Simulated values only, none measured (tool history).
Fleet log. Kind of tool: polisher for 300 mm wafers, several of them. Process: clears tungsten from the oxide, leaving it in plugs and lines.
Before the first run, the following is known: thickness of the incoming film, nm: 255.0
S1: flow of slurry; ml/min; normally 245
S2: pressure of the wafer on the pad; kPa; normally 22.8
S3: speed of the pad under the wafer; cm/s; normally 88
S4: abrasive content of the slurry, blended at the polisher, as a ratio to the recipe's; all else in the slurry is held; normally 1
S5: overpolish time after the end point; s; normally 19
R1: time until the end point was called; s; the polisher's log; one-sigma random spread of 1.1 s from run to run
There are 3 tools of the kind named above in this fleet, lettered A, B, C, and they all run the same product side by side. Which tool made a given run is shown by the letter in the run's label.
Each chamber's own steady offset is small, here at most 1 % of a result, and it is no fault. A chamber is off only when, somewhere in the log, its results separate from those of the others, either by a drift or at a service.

run    day   S1    S2  S3  S4  S5      R1
 1C  0.112  245  22.8  88   1  19  66.902
 2A  0.283  245  22.8  88   1  19  63.112
 3B  0.404  245  22.8  88   1  19  62.224
 4C  0.579  245  22.8  88   1  19  65.537
     0.671  -- chamber A: worn pad replaced by a new one
 5B  0.717  245  22.8  88   1  19  63.621
 6A  0.871  245    29  88   1  19  50.274
 7B  0.954  245    29  88   1  19  52.519
         1  -- chamber B: worn pad replaced by a new one
 8A  1.058  245    29  88   1  19  50.398
     1.121  -- chamber C: slurry tank refilled with fresh slurry and peroxide
 9C  1.188  245  22.8  88   1  19  65.212
10A  1.338  245  22.8  88   1  19  63.421
11B  1.479  295  22.8  88   1  19  62.432
12C  1.562  295  22.8  88   1  19  60.594
13C  1.704  295  22.8  88   1  19  63.177
14A   1.85  245  22.8  88   1  19  64.134
      1.95  -- chamber B: slurry tank refilled with fresh slurry and peroxide
15B      2  245  22.8  88   1  19  65.633
16A  2.142  245  22.8  88   1  19  65.957
17C  2.271  245  22.8  88   1  19  64.353
18B  2.404  245  22.8  88   1  19  63.814
19C  2.512  245  22.8  88   1  19  62.844
20A  2.629  245  22.8  88   1  19  66.695
21B  2.712  245  22.8  88   1  19  64.638
22A  2.875  245  22.8  88   1  19  62.538
     2.917  -- chamber C: slurry blender recalibrated
     2.962  -- chamber C: slurry tank refilled with fresh slurry and peroxide
23B  2.992  245  22.8  88   1  19  64.632
24C  3.138  245  22.8  88   1  19  63.333

Each of the 3 chambers runs these same settings next. Fill in every chamber's results:
25A  3.267  245  22.8  88   1  19   ?
25B  3.267  245  22.8  88   1  19   ?
25C  3.267  245  22.8  88   1  19   ?

run      R1
25A  64.021
25B  63.745
25C  63.645
